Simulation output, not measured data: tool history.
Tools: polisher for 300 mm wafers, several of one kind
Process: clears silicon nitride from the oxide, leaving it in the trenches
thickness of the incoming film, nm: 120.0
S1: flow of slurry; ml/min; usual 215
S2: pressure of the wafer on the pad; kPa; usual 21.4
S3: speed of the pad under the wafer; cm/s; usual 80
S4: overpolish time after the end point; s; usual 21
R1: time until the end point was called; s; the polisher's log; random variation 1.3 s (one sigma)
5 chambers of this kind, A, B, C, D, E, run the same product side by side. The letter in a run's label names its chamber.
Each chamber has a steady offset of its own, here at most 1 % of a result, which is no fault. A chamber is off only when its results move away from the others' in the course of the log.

run 1E hour=8.4 | S1=215 S2=21.4 S3=80 S4=21 | R1=142.54
-- hour=9.8 chamber C: slurry nozzle cleaned
run 2A hour=17.2 | S1=215 S2=21.4 S3=80 S4=21 | R1=141.69
-- hour=17.5 chamber C: worn pad replaced by a new one
-- hour=20.4 chamber B: worn pad replaced by a new one
run 3B hour=27.5 | S1=215 S2=21.4 S3=80 S4=21 | R1=142.58
-- hour=31.9 chamber A: worn pad replaced by a new one
run 4C hour=33.8 | S1=215 S2=21.4 S3=80 S4=21 | R1=140.8
-- hour=39.8 chamber A: slurry nozzle cleaned
run 5D hour=44.5 | S1=215 S2=21.4 S3=80 S4=21 | R1=142.5
run 6C hour=51.4 | S1=215 S2=21.4 S3=80 S4=21 | R1=141.41
-- hour=53 chamber E: worn pad replaced by a new one
run 7A hour=57.6 | S1=215 S2=21.4 S3=80 S4=21 | R1=143.25
-- hour=60.7 chamber D: head pressure recalibrated
run 8D hour=66.4 | S1=260 S2=21.4 S3=60 S4=21 | R1=185.48
run 9B hour=73.5 | S1=260 S2=21.4 S3=60 S4=21 | R1=185.32
-- hour=78.4 chamber C: worn pad replaced by a new one
run 10E hour=85.5 | S1=260 S2=21.4 S3=60 S4=21 | R1=185.35
-- hour=93.1 chamber D: worn pad replaced by a new one
run 11D hour=95.2 | S1=260 S2=21.4 S3=60 S4=21 | R1=184.82
-- hour=96.9 chamber B: slurry nozzle cleaned
run 12C hour=102.6 | S1=260 S2=21.4 S3=60 S4=21 | R1=182.9
run 13A hour=113.1 | S1=215 S2=21.4 S3=80 S4=21 | R1=142.45
run 14E hour=122.3 | S1=215 S2=21.4 S3=80 S4=21 | R1=141.88
run 15B hour=132.7 | S1=215 S2=21.4 S3=80 S4=21 | R1=142.63
-- hour=134.2 chamber E: worn pad replaced by a new one
run 16B hour=141.2 | S1=215 S2=21.4 S3=80 S4=21 | R1=142.32
-- hour=146.1 chamber B: worn pad replaced by a new one
run 17C hour=147.3 | S1=165 S2=21.4 S3=80 S4=33 | R1=150.23
run 18D hour=154.5 | S1=165 S2=21.4 S3=80 S4=33 | R1=147.31
-- hour=155.4 chamber C: worn pad replaced by a new one
-- hour=156.6 chamber B: head pressure recalibrated
run 19E hour=160.6 | S1=165 S2=21.4 S3=80 S4=33 | R1=152.95
run 20A hour=168.6 | S1=165 S2=21.4 S3=80 S4=33 | R1=148.09
-- hour=172.5 chamber A: worn pad replaced by a new one
run 21B hour=175.5 | S1=165 S2=21.4 S3=80 S4=33 | R1=147.91
run 22E hour=185.2 | S1=215 S2=21.4 S3=80 S4=21 | R1=149.09
run 23A hour=191.4 | S1=215 S2=21.4 S3=80 S4=28 | R1=144.75
run 24C hour=202.4 | S1=215 S2=21.4 S3=80 S4=28 | R1=142.51
-- hour=206.1 chamber D: slurry nozzle cleaned
run 25D hour=209.3 | S1=215 S2=21.4 S3=80 S4=28 | R1=142.25
-- hour=209.9 chamber D: worn pad replaced by a new one
run 26D hour=215 | S1=215 S2=21.4 S3=80 S4=28 | R1=140.18
-- hour=215.1 chamber C: head pressure recalibrated
-- hour=218 chamber E: worn pad replaced by a new one
run 27A hour=223.1 | S1=215 S2=21.4 S3=80 S4=28 | R1=141.67
run 28B hour=231.4 | S1=215 S2=27.6 S3=80 S4=21 | R1=111.16
-- hour=231.7 chamber C: worn pad replaced by a new one
run 29C hour=242.9 | S1=215 S2=27.6 S3=80 S4=21 | R1=111.19
run 30E hour=251.5 | S1=215 S2=27.6 S3=80 S4=21 | R1=122.67
run 31A hour=260 | S1=215 S2=27.6 S3=80 S4=21 | R1=109.29
run 32C hour=269.4 | S1=215 S2=27.6 S3=80 S4=21 | R1=109.73
run 33E hour=280.3 | S1=215 S2=21.4 S3=80 S4=21 | R1=158.27

What goes on in this fleet: one chamber off, a drifting gauge, or nothing beyond the chambers' own small offsets? Name the chamber and the cause, if any.

Chamber E drifts away from the others.
Cause: head's pressure below its setpoint, % = 10.9.

Here are 4 candidates for chamber E's next run, each the usual settings with a change, their results left as question marks. Which one brings its results back in line with what the others give on the usual settings?
In line means no further than this from the other chambers' mean on the usual settings: R1 4.5 s
run 34E-1 hour=289.1 | S1=215 S2=20.7 S3=78 S4=21 | R1=?
run 34E-2 hour=289.1 | S1=215 S2=20 S3=76 S4=21 | R1=?
run 34E-3 hour=289.1 | S1=215 S2=22.8 S3=84 S4=21 | R1=?
run 34E-4 hour=289.1 | S1=215 S2=22.1 S3=82 S4=21 | R1=?

The other chambers' mean on the usual settings: R1 141.9 s
run=34E-1 R1=170.03
run=34E-2 R1=180.51
run=34E-3 R1=143.56
run=34E-4 R1=151.65
34E-3 brings the chamber back in line.
